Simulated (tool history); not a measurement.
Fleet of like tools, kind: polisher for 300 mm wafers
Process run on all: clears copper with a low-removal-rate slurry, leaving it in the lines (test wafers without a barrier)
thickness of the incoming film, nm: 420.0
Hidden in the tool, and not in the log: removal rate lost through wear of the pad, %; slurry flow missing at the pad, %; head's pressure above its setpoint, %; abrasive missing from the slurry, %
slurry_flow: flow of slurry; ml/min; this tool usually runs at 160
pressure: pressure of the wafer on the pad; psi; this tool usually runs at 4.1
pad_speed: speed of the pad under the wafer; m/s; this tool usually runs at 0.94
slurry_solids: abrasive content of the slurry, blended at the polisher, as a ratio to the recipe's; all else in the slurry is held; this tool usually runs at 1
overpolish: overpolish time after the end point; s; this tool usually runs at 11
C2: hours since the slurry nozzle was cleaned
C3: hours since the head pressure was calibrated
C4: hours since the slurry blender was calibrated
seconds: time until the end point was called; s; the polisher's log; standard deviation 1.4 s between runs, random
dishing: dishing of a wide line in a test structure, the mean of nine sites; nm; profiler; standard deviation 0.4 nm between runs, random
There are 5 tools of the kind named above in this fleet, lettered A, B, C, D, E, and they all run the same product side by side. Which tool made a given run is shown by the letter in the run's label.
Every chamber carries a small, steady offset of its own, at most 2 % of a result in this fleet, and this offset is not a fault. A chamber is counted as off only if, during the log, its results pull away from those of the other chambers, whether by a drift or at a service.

Run 1A, hour 9.7: usual settings; wafers polished on this pad 511; C2 112.8; C3 317.1; C4 53.8. Result: seconds 130.34 s, dishing 24.704 nm.
Run 2B, hour 16.2: usual settings; wafers polished on this pad 769; C2 235.5; C3 456; C4 126.1. Result: seconds 129.89 s, dishing 25.311 nm.
Run 3C, hour 26: usual settings; wafers polished on this pad 1092; C2 155.8; C3 88.4; C4 99.6. Result: seconds 131.99 s, dishing 25.481 nm.
At hour 30: chamber E: worn pad replaced by a new one.
Run 4E, hour 33.5: usual settings; wafers polished on this pad 40; C2 164.7; C3 249.4; C4 80. Result: seconds 129.48 s, dishing 25.514 nm.
Run 5D, hour 39.2: usual settings; wafers polished on this pad 586; C2 162.2; C3 563.3; C4 240.6. Result: seconds 130.14 s, dishing 24.504 nm.
Run 6E, hour 46.5: usual settings but pad_speed 1.18 m/s, slurry_solids 0.75; wafers polished on this pad 187; C2 177.7; C3 262.4; C4 93. Result: seconds 109.07 s, dishing 28.6 nm.
At hour 50.8: chamber D: slurry blender recalibrated.
Run 7A, hour 55.1: usual settings but pad_speed 1.18 m/s, slurry_solids 0.75; wafers polished on this pad 1023; C2 158.2; C3 362.5; C4 99.2. Result: seconds 109.55 s, dishing 28.281 nm.
Run 8D, hour 62.7: usual settings but pad_speed 1.18 m/s, slurry_solids 0.75; wafers polished on this pad 851; C2 185.7; C3 586.8; C4 12. Result: seconds 109.06 s, dishing 28.778 nm.
At hour 68: chamber B: worn pad replaced by a new one.
At hour 68.9: chamber C: slurry nozzle cleaned.
At hour 69.6: chamber C: worn pad replaced by a new one.
Run 9B, hour 70.3: usual settings but pad_speed 1.18 m/s, slurry_solids 0.75; wafers polished on this pad 25; C2 289.6; C3 510.1; C4 180.2. Result: seconds 110.59 s, dishing 28.293 nm.
At hour 76.5: chamber D: worn pad replaced by a new one.
Run 10C, hour 78.2: usual settings but pad_speed 1.18 m/s, slurry_solids 0.75; wafers polished on this pad 98; C2 9.4; C3 140.6; C4 151.8. Result: seconds 112.63 s, dishing 28.723 nm.
At hour 83.7: chamber A: worn pad replaced by a new one.
Run 11B, hour 84: usual settings but slurry_solids 1.3; wafers polished on this pad 180; C2 303.3; C3 523.8; C4 193.9. Result: seconds 122.51 s, dishing 26.856 nm.
At hour 86.4: chamber E: worn pad replaced by a new one.
Run 12C, hour 92.2: usual settings but slurry_solids 1.3; wafers polished on this pad 256; C2 23.4; C3 154.6; C4 165.8. Result: seconds 121.48 s, dishing 25.845 nm.
Run 13E, hour 100.4: usual settings but slurry_solids 1.3; wafers polished on this pad 158; C2 231.6; C3 316.3; C4 146.9. Result: seconds 123.08 s, dishing 26.628 nm.
Run 14A, hour 109.8: usual settings but slurry_solids 1.3; wafers polished on this pad 295; C2 212.9; C3 417.2; C4 153.9. Result: seconds 124.04 s, dishing 26.08 nm.
At hour 111.6: chamber A: slurry nozzle cleaned.
Run 15D, hour 115.8: usual settings but slurry_solids 1.3; wafers polished on this pad 444; C2 238.8; C3 639.9; C4 65.1. Result: seconds 122.59 s, dishing 25.8 nm.
Run 16E, hour 121.4: usual settings but pad_speed 1.12 m/s; wafers polished on this pad 395; C2 252.6; C3 337.3; C4 167.9. Result: seconds 107.56 s, dishing 29.189 nm.
Run 17D, hour 128.3: usual settings but pad_speed 1.12 m/s; wafers polished on this pad 585; C2 251.3; C3 652.4; C4 77.6. Result: seconds 107.15 s, dishing 28.135 nm.
At hour 129.2: chamber B: slurry blender recalibrated.
Run 18A, hour 134.4: usual settings but pad_speed 1.12 m/s; wafers polished on this pad 572; C2 22.8; C3 441.8; C4 178.5. Result: seconds 111.48 s, dishing 28.243 nm.
At hour 137.9: chamber B: slurry nozzle cleaned.
Run 19B, hour 140.6: usual settings but pad_speed 1.12 m/s; wafers polished on this pad 818; C2 2.8; C3 580.4; C4 11.5. Result: seconds 107.85 s, dishing 29.456 nm.
Run 20C, hour 147.3: usual settings but pad_speed 1.12 m/s; wafers polished on this pad 877; C2 78.5; C3 209.7; C4 220.9. Result: seconds 109.73 s, dishing 29.243 nm.
At hour 151.9: chamber D: worn pad replaced by a new one.
At hour 152.5: chamber E: worn pad replaced by a new one.
Run 21B, hour 157: usual settings; wafers polished on this pad 1003; C2 19.2; C3 596.8; C4 27.9. Result: seconds 127.58 s, dishing 24.976 nm.
At hour 161.1: chamber E: slurry blender recalibrated.
Run 22D, hour 166.5: usual settings; wafers polished on this pad 165; C2 289.5; C3 690.6; C4 115.8. Result: seconds 125.15 s, dishing 24.769 nm.
At hour 169.4: chamber B: worn pad replaced by a new one.
Run 23C, hour 173.1: usual settings; wafers polished on this pad 1168; C2 104.3; C3 235.5; C4 246.7. Result: seconds 131.01 s, dishing 24.006 nm.
Run 24E, hour 179.3: usual settings; wafers polished on this pad 302; C2 310.5; C3 395.2; C4 18.2. Result: seconds 129.85 s, dishing 24.896 nm.
Run 25A, hour 187.5: usual settings; wafers polished on this pad 1171; C2 75.9; C3 494.9; C4 231.6. Result: seconds 131.35 s, dishing 24.932 nm.
At hour 188.2: chamber C: slurry blender recalibrated.
Run 26D, hour 196.3: usual settings; wafers polished on this pad 501; C2 319.3; C3 720.4; C4 145.6. Result: seconds 130.62 s, dishing 24.891 nm.
At hour 197.3: chamber E: slurry nozzle cleaned.
Run 27C, hour 203.7: usual settings; wafers polished on this pad 1513; C2 134.9; C3 266.1; C4 15.5. Result: seconds 132.06 s, dishing 25.659 nm.
Run 28A, hour 212.8: usual settings; wafers polished on this pad 1457; C2 101.2; C3 520.2; C4 256.9. Result: seconds 130.32 s, dishing 24.741 nm.
At hour 217.2: chamber E: worn pad replaced by a new one.
Run 29E, hour 220.7: usual settings; wafers polished on this pad 40; C2 23.5; C3 436.6; C4 59.6. Result: seconds 127.96 s, dishing 24.788 nm.
Run 30B, hour 229.4: usual settings but overpolish 14 s; wafers polished on this pad 676; C2 91.6; C3 669.2; C4 100.3. Result: seconds 128.87 s, dishing 31.046 nm.

All 5 chambers run these settings next. Forecast each chamber's results:
Run 31A, hour 236.5: usual settings. Result: seconds ?, dishing ?.
Run 31B, hour 236.5: usual settings. Result: seconds ?, dishing ?.
Run 31C, hour 236.5: usual settings. Result: seconds ?, dishing ?.
Run 31D, hour 236.5: usual settings. Result: seconds ?, dishing ?.
Run 31E, hour 236.5: usual settings. Result: seconds ?, dishing ?.

run  seconds  dishing
31A   132.62   24.789
31B   126.84   24.987
31C   131.57   24.979
31D   126.61   24.195
31E   129.97   25.094

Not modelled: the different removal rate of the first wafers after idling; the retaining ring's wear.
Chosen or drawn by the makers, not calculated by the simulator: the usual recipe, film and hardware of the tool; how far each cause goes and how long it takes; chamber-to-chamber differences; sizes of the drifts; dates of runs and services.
